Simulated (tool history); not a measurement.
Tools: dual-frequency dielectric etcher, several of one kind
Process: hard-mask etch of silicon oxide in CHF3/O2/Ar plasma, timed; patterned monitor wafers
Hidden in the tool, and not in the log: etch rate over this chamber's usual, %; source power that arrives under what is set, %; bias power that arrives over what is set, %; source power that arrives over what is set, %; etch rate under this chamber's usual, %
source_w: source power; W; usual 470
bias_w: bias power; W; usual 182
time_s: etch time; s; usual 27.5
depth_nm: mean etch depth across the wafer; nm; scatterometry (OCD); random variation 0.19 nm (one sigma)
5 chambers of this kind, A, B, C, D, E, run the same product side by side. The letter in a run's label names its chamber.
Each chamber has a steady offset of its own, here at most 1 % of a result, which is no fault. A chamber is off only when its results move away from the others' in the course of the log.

run,hour,source_w,bias_w,time_s,hours since the last wet clean,hours since the last source power generator calibration,hours since the last bias power generator calibration,"read-back reference wafer on the same gauge, depth_nm",depth_nm
1D,8.9,470,182,27.5,502.8,1190.9,2391.3,40.972,49.581
2C,18.3,470,182,27.5,149.8,1436.5,380.1,41.008,49.034
3E,27.0,470,182,27.5,327.8,1198.1,1831.5,41.023,49.740
# hour 34.6: chamber E: bias power generator calibrated
4A,42.7,470,182,27.5,185.2,2595.6,1530.8,40.998,49.405
5B,55.1,470,182,27.5,362.0,497.1,1397.3,40.976,49.624
# hour 56.7: chamber D: wet clean of the chamber
6B,66.5,470,182,27.5,373.4,508.5,1408.7,40.988,49.570
7A,78.7,470,182,27.5,221.2,2631.6,1566.8,40.965,49.428
8E,94.7,470,182,27.5,395.5,1265.8,60.2,40.993,49.931
9C,110.4,470,182,27.5,241.9,1528.6,472.2,41.018,49.003
10D,124.5,470,182,27.5,67.8,1306.5,2506.9,41.011,49.700
11D,138.4,470,182,27.5,81.7,1320.4,2520.8,41.021,49.702
# hour 144.0: chamber E: wet clean of the chamber
12B,149.1,470,182,27.5,456.0,591.1,1491.3,40.996,49.841
13C,162.9,470,182,27.5,294.4,1581.1,524.7,41.013,48.360
14E,170.6,470,182,27.5,26.7,1341.7,136.1,41.002,49.839
15A,178.8,470,182,27.5,321.3,2731.7,1666.9,41.018,49.394
16C,186.9,470,182,32.0,318.4,1605.1,548.7,41.016,56.365
17D,198.9,470,182,32.0,142.2,1380.9,2581.3,40.982,57.153
18A,206.8,470,182,32.0,349.3,2759.7,1694.9,40.969,57.304
19E,215.8,470,182,32.0,71.9,1386.9,181.3,40.971,58.117
20B,228.8,470,182,32.0,535.7,670.8,1571.0,40.993,57.416
21D,239.3,470,182,27.5,182.6,1421.3,2621.7,41.030,49.347
22B,249.9,470,182,27.5,556.8,691.9,1592.1,40.960,49.602
# hour 253.0: chamber B: wet clean of the chamber
23C,257.8,470,182,27.5,389.3,1676.0,619.6,40.992,48.202
24E,265.3,470,182,22.5,121.4,1436.4,230.8,40.985,40.845
25A,279.6,470,182,22.5,422.1,2832.5,1767.7,40.966,40.862
26D,288.5,470,182,22.5,231.8,1470.5,2670.9,40.993,40.313
# hour 294.1: chamber A: wet clean of the chamber
27C,303.2,470,182,22.5,434.7,1721.4,665.0,41.001,39.292
28A,311.8,470,182,22.5,17.7,2864.7,1799.9,41.005,40.400
29B,325.5,470,182,27.5,72.6,767.5,1667.7,41.020,49.791
30E,341.7,470,182,27.5,197.8,1512.8,307.2,41.013,49.919
31C,357.0,470,182,27.5,488.5,1775.2,718.8,41.023,48.034
32B,370.2,470,182,27.5,117.3,812.2,1712.4,41.045,49.805
33D,383.1,470,182,27.5,326.4,1565.1,2765.5,41.038,49.413
34E,390.5,470,182,27.5,246.6,1561.6,356.0,40.944,49.607
35A,397.5,470,182,27.5,103.4,2950.4,1885.6,40.987,49.591
36A,410.8,470,182,27.5,116.7,2963.7,1898.9,41.014,49.603
37C,424.8,470,182,27.5,556.3,1843.0,786.6,40.976,47.263
38B,439.0,470,182,27.5,186.1,881.0,1781.2,41.023,49.519
39D,451.7,470,182,27.5,395.0,1633.7,2834.1,41.006,49.433
40E,460.9,470,182,27.5,317.0,1632.0,426.4,40.994,49.754
41D,470.5,470,182,27.5,413.8,1652.5,2852.9,41.031,49.189
42E,483.8,470,182,27.5,339.9,1654.9,449.3,41.042,49.590

All 5 chambers run these settings next. Forecast each chamber's results:
43A,495.3,470,182,27.5,,,,,?
43B,495.3,470,182,27.5,,,,,?
43C,495.3,470,182,27.5,,,,,?
43D,495.3,470,182,27.5,,,,,?
43E,495.3,470,182,27.5,,,,,?

run,depth_nm
43A,49.583
43B,49.790
43C,47.330
43D,49.531
43E,49.615
